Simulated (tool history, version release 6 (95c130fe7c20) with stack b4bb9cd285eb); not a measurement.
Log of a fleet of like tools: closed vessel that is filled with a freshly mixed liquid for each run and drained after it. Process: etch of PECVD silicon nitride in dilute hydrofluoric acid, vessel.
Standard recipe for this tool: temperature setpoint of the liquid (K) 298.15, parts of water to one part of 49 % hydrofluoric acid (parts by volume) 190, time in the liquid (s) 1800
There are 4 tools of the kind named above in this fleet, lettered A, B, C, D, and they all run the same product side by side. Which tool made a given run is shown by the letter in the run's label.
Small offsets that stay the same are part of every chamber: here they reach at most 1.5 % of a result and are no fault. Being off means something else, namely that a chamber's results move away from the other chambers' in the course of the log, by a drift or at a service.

| run | hour | temperature setpoint of the liquid (K) | parts of water to one part of 49 % hydrofluoric acid (parts by volume) | time in the liquid (s) | hours since the thermometer was replaced | hours since the hydrofluoric acid flow meter was replaced | read-back film thickness of the PECVD silicon nitride reference wafer, read on the same gauge (nm) | thickness taken off the PECVD silicon nitride on a monitor wafer (nm) |
|---|---|---|---|---|---|---|---|---|
| 1A | 4.4 | 298.15 | 190 | 1800 | 405.1 | 972.1 | 50.004 | 40.667 |
| 2C | 8 | 298.15 | 190 | 1800 | 449.1 | 1520.2 | 49.967 | 40.235 |
| 3B | 13.3 | 298.15 | 190 | 1800 | 556.8 | 687.5 | 50.03 | 40.98 |
| 4D | 20 | 298.15 | 190 | 1800 | 609.9 | 532.9 | 49.995 | 40.676 |
| 5A | 23.2 | 298.15 | 190 | 1800 | 423.9 | 990.9 | 49.99 | 40.391 |
| 6C | 27.1 | 298.15 | 265 | 1800 | 468.2 | 1539.3 | 49.997 | 29.202 |
| 7D | 30.7 | 298.15 | 265 | 1800 | 620.6 | 543.6 | 50.027 | 29.24 |
| 8B | 36.7 | 298.15 | 265 | 1800 | 580.2 | 710.9 | 50.008 | 29.941 |
| 9C | 43 | 298.15 | 265 | 1800 | 484.1 | 1555.2 | 49.994 | 29.263 |
| 10B | 46.5 | 298.15 | 190 | 1800 | 590 | 720.7 | 50.013 | 41.706 |
| 11A | 49.6 | 298.15 | 125 | 1800 | 450.3 | 1017.3 | 50.001 | 61.741 |
| 12D | 55.7 | 298.15 | 125 | 1800 | 645.6 | 568.6 | 49.996 | 61.331 |
| 13C | 60.9 | 298.15 | 125 | 1800 | 502 | 1573.1 | 49.993 | 62.117 |
| 14A | 66.7 | 298.15 | 125 | 1800 | 467.4 | 1034.4 | 49.979 | 63.138 |
| 15D | 72.4 | 298.15 | 190 | 1800 | 662.3 | 585.3 | 49.981 | 40.49 |
| 16B | 77.6 | 298.15 | 190 | 1800 | 621.1 | 751.8 | 50 | 42.516 |
| 17A | 81.7 | 298.15 | 190 | 1800 | 482.4 | 1049.4 | 50.006 | 40.736 |
| 18B | 87.5 | 298.15 | 190 | 1800 | 631 | 761.7 | 50.013 | 43.22 |
| 19D | 93.5 | 301.15 | 100 | 1800 | 683.4 | 606.4 | 50.031 | 94.758 |
| 20C | 99.4 | 301.15 | 100 | 1800 | 540.5 | 1611.6 | 50.026 | 93.706 |
| 21C | 105.7 | 301.15 | 100 | 1800 | 546.8 | 1617.9 | 50.007 | 93.61 |
|  | 107.9 | chamber D: hydrofluoric acid flow meter replaced |
| 22A | 110.7 | 301.15 | 100 | 1800 | 511.4 | 1078.4 | 49.997 | 93.061 |
| 23B | 116.4 | 298.15 | 190 | 1800 | 659.9 | 790.6 | 50.019 | 43.411 |
| 24D | 120.5 | 298.15 | 190 | 1800 | 710.4 | 12.6 | 49.997 | 41.21 |
| 25D | 125.6 | 298.15 | 190 | 1800 | 715.5 | 17.7 | 49.975 | 40.566 |
| 26B | 131 | 298.15 | 190 | 1800 | 674.5 | 805.2 | 50.02 | 44.036 |
| 27A | 136.1 | 298.15 | 190 | 1800 | 536.8 | 1103.8 | 49.999 | 40.765 |
| 28C | 139.7 | 298.15 | 190 | 1800 | 580.8 | 1651.9 | 49.988 | 40.685 |
|  | 142.9 | chamber C: hydrofluoric acid flow meter replaced |
| 29B | 145.9 | 298.15 | 190 | 1800 | 689.4 | 820.1 | 49.992 | 44.121 |
| 30A | 150.5 | 298.15 | 190 | 1800 | 551.2 | 1118.2 | 49.989 | 40.518 |
| 31C | 156.3 | 298.15 | 190 | 1800 | 597.4 | 13.4 | 49.994 | 40.649 |
| 32D | 159.6 | 298.15 | 190 | 1800 | 749.5 | 51.7 | 50 | 40.673 |
| 33B | 165.6 | 294.65 | 190 | 1800 | 709.1 | 839.8 | 50 | 35.827 |
| 34D | 170.4 | 294.65 | 190 | 1800 | 760.3 | 62.5 | 50.013 | 32.077 |
| 35C | 175.7 | 294.65 | 190 | 1800 | 616.8 | 32.8 | 49.998 | 32.144 |
| 36A | 179.8 | 294.65 | 190 | 1800 | 580.5 | 1147.5 | 49.978 | 32.587 |
| 37C | 184.5 | 298.15 | 190 | 1800 | 625.6 | 41.6 | 50.002 | 40.042 |

Next, all 4 chambers run the settings below, one line each with question marks for the results. What does each chamber give?
| 38A | 189.4 | 298.15 | 125 | 1800 |  |  |  | ? |
| 38B | 189.4 | 298.15 | 125 | 1800 |  |  |  | ? |
| 38C | 189.4 | 298.15 | 125 | 1800 |  |  |  | ? |
| 38D | 189.4 | 298.15 | 125 | 1800 |  |  |  | ? |

| run | thickness taken off the PECVD silicon nitride on a monitor wafer (nm) |
|---|---|
| 38A | 62.262 |
| 38B | 67.898 |
| 38C | 62.165 |
| 38D | 60.66 |
